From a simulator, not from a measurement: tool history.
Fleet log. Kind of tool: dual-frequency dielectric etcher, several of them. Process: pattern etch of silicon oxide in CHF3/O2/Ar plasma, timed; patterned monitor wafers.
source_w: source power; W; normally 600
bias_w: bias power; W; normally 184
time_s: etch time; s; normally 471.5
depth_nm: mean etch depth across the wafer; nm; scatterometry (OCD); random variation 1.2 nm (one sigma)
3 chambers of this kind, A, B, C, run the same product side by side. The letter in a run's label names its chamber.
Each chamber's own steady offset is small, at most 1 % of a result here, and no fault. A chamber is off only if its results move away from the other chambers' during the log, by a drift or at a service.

run	hour	source_w	bias_w	time_s	hours since the last wet clean	hours since the last source power generator calibration	hours since the last bias power generator calibration	read-back reference wafer on the same gauge, depth_nm	depth_nm
1C	13.8	600	184	471.5	445.6	608.6	3452.9	835.59	947.86
2A	26.2	600	184	471.5	167.1	1921.4	2122.5	835.72	941.66
# hour 30.8: chamber C: wet clean of the chamber
3B	37.1	600	184	471.5	294.4	1107.0	198.4	836.11	948.05
4A	44.2	600	184	471.5	185.1	1939.4	2140.5	835.78	942.87
5C	52.4	600	184	471.5	21.7	647.2	3491.5	836.16	948.04
6B	63.3	600	184	471.5	320.6	1133.2	224.6	836.50	948.51
7A	78.4	600	184	471.5	219.3	1973.6	2174.7	836.54	945.77
8C	88.0	600	184	471.5	57.3	682.8	3527.1	836.65	947.06
9B	95.5	600	184	471.5	352.8	1165.4	256.8	836.81	949.49
10C	103.9	600	184	471.5	73.2	698.7	3543.0	836.95	949.29
11A	117.0	600	184	471.5	257.9	2012.2	2213.3	837.58	944.84
12B	127.3	600	184	471.5	384.6	1197.2	288.6	837.56	949.39
13C	134.6	600	184	471.5	103.9	729.4	3573.7	837.96	949.59
14B	149.6	600	184	471.5	406.9	1219.5	310.9	838.05	947.50
15A	158.4	600	184	471.5	299.3	2053.6	2254.7	838.33	946.15
16B	170.5	600	184	471.5	427.8	1240.4	331.8	838.36	950.29
17C	186.1	600	184	471.5	155.4	780.9	3625.2	838.80	949.47
18A	194.4	600	184	471.5	335.3	2089.6	2290.7	838.90	947.67
19A	206.1	600	184	471.5	347.0	2101.3	2302.4	839.01	946.87
20B	213.0	600	184	471.5	470.3	1282.9	374.3	839.52	949.23

Each of the 3 chambers runs these same settings next. Fill in every chamber's results:
21A	224.3	600	184	471.5					?
21B	224.3	600	184	471.5					?
21C	224.3	600	184	471.5					?

run	depth_nm
21A	947.94
21B	951.74
21C	950.76
